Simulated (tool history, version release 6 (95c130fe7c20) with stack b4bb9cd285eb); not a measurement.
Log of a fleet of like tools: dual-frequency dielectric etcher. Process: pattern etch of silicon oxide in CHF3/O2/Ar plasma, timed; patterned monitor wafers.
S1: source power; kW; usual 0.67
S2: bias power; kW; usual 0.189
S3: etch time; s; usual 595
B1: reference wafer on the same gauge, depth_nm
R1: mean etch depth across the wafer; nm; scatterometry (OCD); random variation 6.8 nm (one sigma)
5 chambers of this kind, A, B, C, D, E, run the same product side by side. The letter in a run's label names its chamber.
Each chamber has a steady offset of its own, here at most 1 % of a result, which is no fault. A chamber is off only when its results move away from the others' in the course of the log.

run 1C hour=9.6 | S1=0.67 S2=0.189 S3=595 | B1=1219.8 | R1=1261.5
run 2E hour=22.1 | S1=0.67 S2=0.189 S3=595 | B1=1221 | R1=1255.8
run 3A hour=28.1 | S1=0.67 S2=0.189 S3=595 | B1=1220 | R1=1245.4
run 4B hour=40.7 | S1=0.67 S2=0.189 S3=595 | B1=1220.2 | R1=1257.5
run 5D hour=47 | S1=0.67 S2=0.189 S3=595 | B1=1218.5 | R1=1249.3
run 6C hour=53.6 | S1=0.67 S2=0.189 S3=595 | B1=1219.8 | R1=1248.1
-- hour=64.1 chamber B: bias power generator calibrated
run 7D hour=64.9 | S1=0.67 S2=0.189 S3=595 | B1=1221 | R1=1254
run 8A hour=77.7 | S1=0.67 S2=0.153 S3=465 | B1=1218.6 | R1=916.92
run 9E hour=89.9 | S1=0.67 S2=0.153 S3=465 | B1=1219.7 | R1=903.98
run 10B hour=100.2 | S1=0.67 S2=0.153 S3=465 | B1=1219.6 | R1=922.83
-- hour=102.2 chamber E: wet clean of the chamber
run 11C hour=107.1 | S1=0.67 S2=0.153 S3=465 | B1=1220.5 | R1=911.55
run 12D hour=117.8 | S1=0.67 S2=0.153 S3=465 | B1=1218.9 | R1=910.1
run 13A hour=126.3 | S1=0.67 S2=0.189 S3=595 | B1=1220.4 | R1=1240.2
run 14E hour=134.5 | S1=0.67 S2=0.189 S3=595 | B1=1219.9 | R1=1240.6
run 15B hour=141.3 | S1=0.67 S2=0.189 S3=595 | B1=1220.3 | R1=1256
run 16D hour=153.2 | S1=0.67 S2=0.189 S3=595 | B1=1220.2 | R1=1251.7
run 17A hour=162.8 | S1=0.67 S2=0.189 S3=595 | B1=1219.4 | R1=1258.4
-- hour=169.8 chamber C: bias power generator calibrated
run 18C hour=170.2 | S1=0.51 S2=0.203 S3=595 | B1=1220.7 | R1=1133.8
run 19B hour=178.7 | S1=0.51 S2=0.203 S3=595 | B1=1221 | R1=1143.5
run 20E hour=186.4 | S1=0.51 S2=0.203 S3=595 | B1=1219.8 | R1=1155.5
run 21B hour=193.4 | S1=0.51 S2=0.203 S3=595 | B1=1220.2 | R1=1134
run 22A hour=201.7 | S1=0.51 S2=0.203 S3=595 | B1=1220.4 | R1=1145.8
run 23C hour=210.4 | S1=0.67 S2=0.189 S3=595 | B1=1219.5 | R1=1234.1
-- hour=215.1 chamber C: source power generator calibrated
run 24D hour=221 | S1=0.67 S2=0.189 S3=595 | B1=1220.1 | R1=1268.6
run 25E hour=233 | S1=0.67 S2=0.189 S3=595 | B1=1218.1 | R1=1240.6
run 26B hour=244 | S1=0.67 S2=0.189 S3=595 | B1=1218.8 | R1=1232.2
run 27A hour=256.2 | S1=0.67 S2=0.189 S3=595 | B1=1218.1 | R1=1237.7
-- hour=257.7 chamber C: wet clean of the chamber
run 28D hour=268.6 | S1=0.67 S2=0.189 S3=595 | B1=1222 | R1=1265.9
-- hour=273.1 chamber A: wet clean of the chamber
run 29C hour=279.8 | S1=0.67 S2=0.189 S3=595 | B1=1221 | R1=1230
run 30E hour=288.9 | S1=0.67 S2=0.189 S3=595 | B1=1219 | R1=1234.6
run 31E hour=297.2 | S1=0.67 S2=0.189 S3=595 | B1=1219.1 | R1=1239.6
run 32A hour=307.7 | S1=0.67 S2=0.189 S3=595 | B1=1220.2 | R1=1247

Is one chamber off against the others, does the gauge drift, or is nothing wrong? If a chamber is off, say which, and what the likeliest cause is.

Chamber B drifts away from the others.
Cause: etch rate under this chamber's usual, % = 3.8.

Here are 4 candidates for chamber B's next run, each the usual settings with a change, their results left as question marks. Which one brings its results back in line with what the others give on the usual settings?
In line means no further than this from the other chambers' mean on the usual settings: R1 24 nm
run 33B-1 hour=316.9 | S1=0.67 S2=0.188 S3=579 | R1=?
run 33B-2 hour=316.9 | S1=0.68 S2=0.189 S3=630.5 | R1=?
run 33B-3 hour=316.9 | S1=0.66 S2=0.187 S3=561.5 | R1=?
run 33B-4 hour=316.9 | S1=0.67 S2=0.19 S3=612.5 | R1=?

The other chambers' mean on the usual settings: R1 1247.9 nm
run=33B-1 R1=1175.7
run=33B-2 R1=1289.9
run=33B-3 R1=1131.6
run=33B-4 R1=1248.1
33B-4 brings the chamber back in line.

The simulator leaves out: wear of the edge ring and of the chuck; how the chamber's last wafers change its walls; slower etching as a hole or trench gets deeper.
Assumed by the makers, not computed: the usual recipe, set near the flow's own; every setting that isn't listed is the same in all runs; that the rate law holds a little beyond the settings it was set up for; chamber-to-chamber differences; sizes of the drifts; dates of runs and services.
